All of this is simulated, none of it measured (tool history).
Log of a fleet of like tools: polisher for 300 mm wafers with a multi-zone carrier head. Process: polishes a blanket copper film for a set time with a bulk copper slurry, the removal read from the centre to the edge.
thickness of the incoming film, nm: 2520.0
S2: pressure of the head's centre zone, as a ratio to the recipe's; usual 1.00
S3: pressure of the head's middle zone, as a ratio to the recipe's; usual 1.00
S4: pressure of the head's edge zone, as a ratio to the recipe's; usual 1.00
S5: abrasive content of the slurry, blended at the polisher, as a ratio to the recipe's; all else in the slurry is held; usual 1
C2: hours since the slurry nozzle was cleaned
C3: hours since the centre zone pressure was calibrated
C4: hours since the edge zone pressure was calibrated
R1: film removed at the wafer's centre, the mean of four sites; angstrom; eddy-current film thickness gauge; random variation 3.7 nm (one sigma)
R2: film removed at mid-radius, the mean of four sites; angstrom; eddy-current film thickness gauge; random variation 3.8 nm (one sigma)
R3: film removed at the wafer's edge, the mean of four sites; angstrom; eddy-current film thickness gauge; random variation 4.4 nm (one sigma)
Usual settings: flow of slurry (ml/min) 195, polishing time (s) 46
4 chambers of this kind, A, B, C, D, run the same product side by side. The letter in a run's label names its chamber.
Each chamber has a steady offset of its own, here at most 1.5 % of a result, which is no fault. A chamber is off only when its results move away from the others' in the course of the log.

Run 1C, hour 7.3: usual settings; wafers polished on this pad 409; C2 227.7; C3 431.1; C4 216.2. Result: R1 3475.2 angstrom, R2 3514.6 angstrom, R3 3463.6 angstrom.
At hour 13.2: chamber D: worn pad replaced by a new one.
Run 2D, hour 16.9: usual settings; wafers polished on this pad 61; C2 419.5; C3 492.8; C4 386.5. Result: R1 3449.3 angstrom, R2 3515.5 angstrom, R3 3461.5 angstrom.
At hour 22.3: chamber A: worn pad replaced by a new one.
Run 3A, hour 27.1: usual settings; wafers polished on this pad 80; C2 200.2; C3 1055.9; C4 664.9. Result: R1 3533.3 angstrom, R2 3497.5 angstrom, R3 3462.9 angstrom.
At hour 35.9: chamber B: slurry nozzle cleaned.
Run 4B, hour 39.5: usual settings; wafers polished on this pad 1366; C2 3.7; C3 735.3; C4 715.0. Result: R1 3581.0 angstrom, R2 3473.0 angstrom, R3 3442.4 angstrom.
Run 5C, hour 49.7: usual settings; wafers polished on this pad 1107; C2 270.1; C3 473.5; C4 258.6. Result: R1 3556.5 angstrom, R2 3553.4 angstrom, R3 3564.7 angstrom.
At hour 55.1: chamber C: worn pad replaced by a new one.
Run 6A, hour 60.5: usual settings; wafers polished on this pad 630; C2 233.6; C3 1089.3; C4 698.3. Result: R1 3470.9 angstrom, R2 3487.0 angstrom, R3 3530.0 angstrom.
At hour 63.1: chamber C: slurry nozzle cleaned.
Run 7D, hour 73.4: usual settings; wafers polished on this pad 991; C2 476.0; C3 549.3; C4 443.0. Result: R1 3429.6 angstrom, R2 3496.9 angstrom, R3 3530.0 angstrom.
At hour 75.0: chamber D: worn pad replaced by a new one.
At hour 82.6: chamber A: slurry nozzle cleaned.
Run 8B, hour 84.6: usual settings; wafers polished on this pad 2109; C2 48.8; C3 780.4; C4 760.1. Result: R1 3496.2 angstrom, R2 3572.7 angstrom, R3 3464.0 angstrom.
Run 9D, hour 94.0: usual settings; wafers polished on this pad 314; C2 496.6; C3 569.9; C4 463.6. Result: R1 3483.1 angstrom, R2 3507.1 angstrom, R3 3520.7 angstrom.
At hour 95.7: chamber A: worn pad replaced by a new one.
Run 10B, hour 105.6: usual settings; wafers polished on this pad 2455; C2 69.8; C3 801.4; C4 781.1. Result: R1 3518.6 angstrom, R2 3489.4 angstrom, R3 3450.6 angstrom.
At hour 114.7: chamber C: worn pad replaced by a new one.
Run 11A, hour 118.3: usual settings; wafers polished on this pad 372; C2 35.7; C3 1147.1; C4 756.1. Result: R1 3486.0 angstrom, R2 3490.7 angstrom, R3 3568.0 angstrom.
Run 12C, hour 130.6: usual settings; wafers polished on this pad 261; C2 67.5; C3 554.4; C4 339.5. Result: R1 3561.3 angstrom, R2 3474.9 angstrom, R3 3543.1 angstrom.
Run 13D, hour 137.8: usual settings; wafers polished on this pad 1035; C2 540.4; C3 613.7; C4 507.4. Result: R1 3482.7 angstrom, R2 3470.1 angstrom, R3 3454.6 angstrom.
Run 14B, hour 145.6: usual settings; wafers polished on this pad 3113; C2 109.8; C3 841.4; C4 821.1. Result: R1 3515.0 angstrom, R2 3359.0 angstrom, R3 3383.7 angstrom.
At hour 145.8: chamber D: worn pad replaced by a new one.
At hour 151.6: chamber A: edge zone pressure recalibrated.
At hour 153.5: chamber A: worn pad replaced by a new one.
Run 15A, hour 157.1: usual settings; wafers polished on this pad 60; C2 74.5; C3 1185.9; C4 5.5. Result: R1 3510.7 angstrom, R2 3459.1 angstrom, R3 3493.6 angstrom.
Run 16C, hour 167.0: usual settings; wafers polished on this pad 861; C2 103.9; C3 590.8; C4 375.9. Result: R1 3483.9 angstrom, R2 3524.2 angstrom, R3 3590.0 angstrom.
At hour 177.0: chamber C: worn pad replaced by a new one.
Run 17D, hour 178.8: usual settings but flow of slurry (ml/min) 235, S3 0.91; wafers polished on this pad 544; C2 581.4; C3 654.7; C4 548.4. Result: R1 3603.7 angstrom, R2 3263.8 angstrom, R3 3570.4 angstrom.
Run 18A, hour 184.8: usual settings but flow of slurry (ml/min) 235, S3 0.91; wafers polished on this pad 516; C2 102.2; C3 1213.6; C4 33.2. Result: R1 3509.1 angstrom, R2 3270.3 angstrom, R3 3594.4 angstrom.
Run 19B, hour 195.9: usual settings but flow of slurry (ml/min) 235, S3 0.91; wafers polished on this pad 3941; C2 160.1; C3 891.7; C4 871.4. Result: R1 3472.9 angstrom, R2 3166.3 angstrom, R3 3357.3 angstrom.
At hour 204.0: chamber C: edge zone pressure recalibrated.
At hour 206.6: chamber C: centre zone pressure recalibrated.
At hour 207.0: chamber D: worn pad replaced by a new one.
Run 20C, hour 208.4: usual settings but flow of slurry (ml/min) 235, S3 0.91; wafers polished on this pad 517; C2 145.3; C3 1.9; C4 4.5. Result: R1 3681.5 angstrom, R2 3268.2 angstrom, R3 3576.9 angstrom.
At hour 210.4: chamber A: worn pad replaced by a new one.
Run 21C, hour 221.5: usual settings; wafers polished on this pad 733; C2 158.4; C3 15.0; C4 17.6. Result: R1 3450.9 angstrom, R2 3431.1 angstrom, R3 3531.6 angstrom.
Run 22B, hour 234.2: usual settings; wafers polished on this pad 4572; C2 198.4; C3 930.0; C4 909.7. Result: R1 3406.1 angstrom, R2 3277.0 angstrom, R3 3303.2 angstrom.
At hour 238.5: chamber D: centre zone pressure recalibrated.
Run 23D, hour 241.0: usual settings; wafers polished on this pad 560; C2 643.6; C3 2.6; C4 610.6. Result: R1 3413.5 angstrom, R2 3520.2 angstrom, R3 3454.6 angstrom.
Run 24A, hour 247.8: usual settings but S3 1.05, S4 1.08; wafers polished on this pad 615; C2 165.2; C3 1276.6; C4 96.2. Result: R1 3485.5 angstrom, R2 3610.0 angstrom, R3 3598.4 angstrom.
At hour 248.8: chamber C: worn pad replaced by a new one.
Run 25C, hour 254.9: usual settings but S3 1.05, S4 1.08; wafers polished on this pad 101; C2 191.8; C3 48.4; C4 51.0. Result: R1 3510.4 angstrom, R2 3705.0 angstrom, R3 3661.9 angstrom.
Run 26A, hour 264.5: usual settings but S3 1.05, S4 1.08; wafers polished on this pad 890; C2 181.9; C3 1293.3; C4 112.9. Result: R1 3457.6 angstrom, R2 3680.1 angstrom, R3 3621.0 angstrom.
Run 27D, hour 270.3: usual settings but S3 1.05, S4 1.08; wafers polished on this pad 1042; C2 672.9; C3 31.9; C4 639.9. Result: R1 3458.2 angstrom, R2 3664.0 angstrom, R3 3631.8 angstrom.
At hour 277.7: chamber D: worn pad replaced by a new one.
Run 28B, hour 279.9: usual settings; wafers polished on this pad 5324; C2 244.1; C3 975.7; C4 955.4. Result: R1 3211.2 angstrom, R2 3158.9 angstrom, R3 3231.9 angstrom.
At hour 283.9: chamber A: worn pad replaced by a new one.
Run 29D, hour 293.0: usual settings; wafers polished on this pad 252; C2 695.6; C3 54.6; C4 662.6. Result: R1 3404.2 angstrom, R2 3449.3 angstrom, R3 3547.0 angstrom.
At hour 293.5: chamber A: slurry nozzle cleaned.
Run 30B, hour 300.8: usual settings but S2 1.09, S4 1.07; wafers polished on this pad 5668; C2 265.0; C3 996.6; C4 976.3. Result: R1 3575.3 angstrom, R2 3157.1 angstrom, R3 3290.3 angstrom.
At hour 306.7: chamber A: centre zone pressure recalibrated.
Run 31A, hour 310.6: usual settings but S2 1.09, S4 1.07; wafers polished on this pad 439; C2 17.1; C3 3.9; C4 159.0. Result: R1 3852.2 angstrom, R2 3533.5 angstrom, R3 3634.8 angstrom.
Run 32C, hour 317.8: usual settings but S2 1.09, S4 1.07; wafers polished on this pad 1136; C2 254.7; C3 111.3; C4 113.9. Result: R1 3828.6 angstrom, R2 3506.3 angstrom, R3 3674.0 angstrom.
Run 33B, hour 325.6: usual settings but S2 1.09, S4 1.07; wafers polished on this pad 6077; C2 289.8; C3 1021.4; C4 1001.1. Result: R1 3467.7 angstrom, R2 3120.5 angstrom, R3 3226.2 angstrom.

What goes on in this fleet: one chamber off, a drifting gauge, or nothing beyond the chambers' own small offsets? Name the chamber and the cause, if any.

Chamber B drifts away from the others.
Cause: removal rate lost through wear of the pad, % = 10.4.
The log may not tell that from: slurry flow missing at the pad, %.

Here are 4 candidates for chamber B's next run, each the usual settings with a change, their results left as question marks. Which one brings its results back in line with what the others give on the usual settings?
In line means no further than this from the other chambers' mean on the usual settings: R1 130.0 angstrom; R2 130.0 angstrom; R3 160.0 angstrom
Run 34B-1, hour 335.2: usual settings but S2 1.01, S4 0.99, polishing time (s) 44. Result: R1 ?, R2 ?, R3 ?.
Run 34B-2, hour 335.2: usual settings but S2 1.02, S4 0.99, polishing time (s) 41. Result: R1 ?, R2 ?, R3 ?.
Run 34B-3, hour 335.2: usual settings but S2 0.99, S4 1.01, polishing time (s) 48. Result: R1 ?, R2 ?, R3 ?.
Run 34B-4, hour 335.2: usual settings but S2 0.98, S4 1.01, polishing time (s) 51. Result: R1 ?, R2 ?, R3 ?.

The other chambers' mean on the usual settings: R1 3466.5 angstrom; R2 3502.2 angstrom; R3 3504.5 angstrom
  run      R1      R2      R3
34B-1  3060.4  2988.6  2971.6
34B-2  2882.5  2784.7  2769.0
34B-3  3266.6  3260.5  3275.8
34B-4  3432.4  3464.5  3480.6
34B-4 brings the chamber back in line.
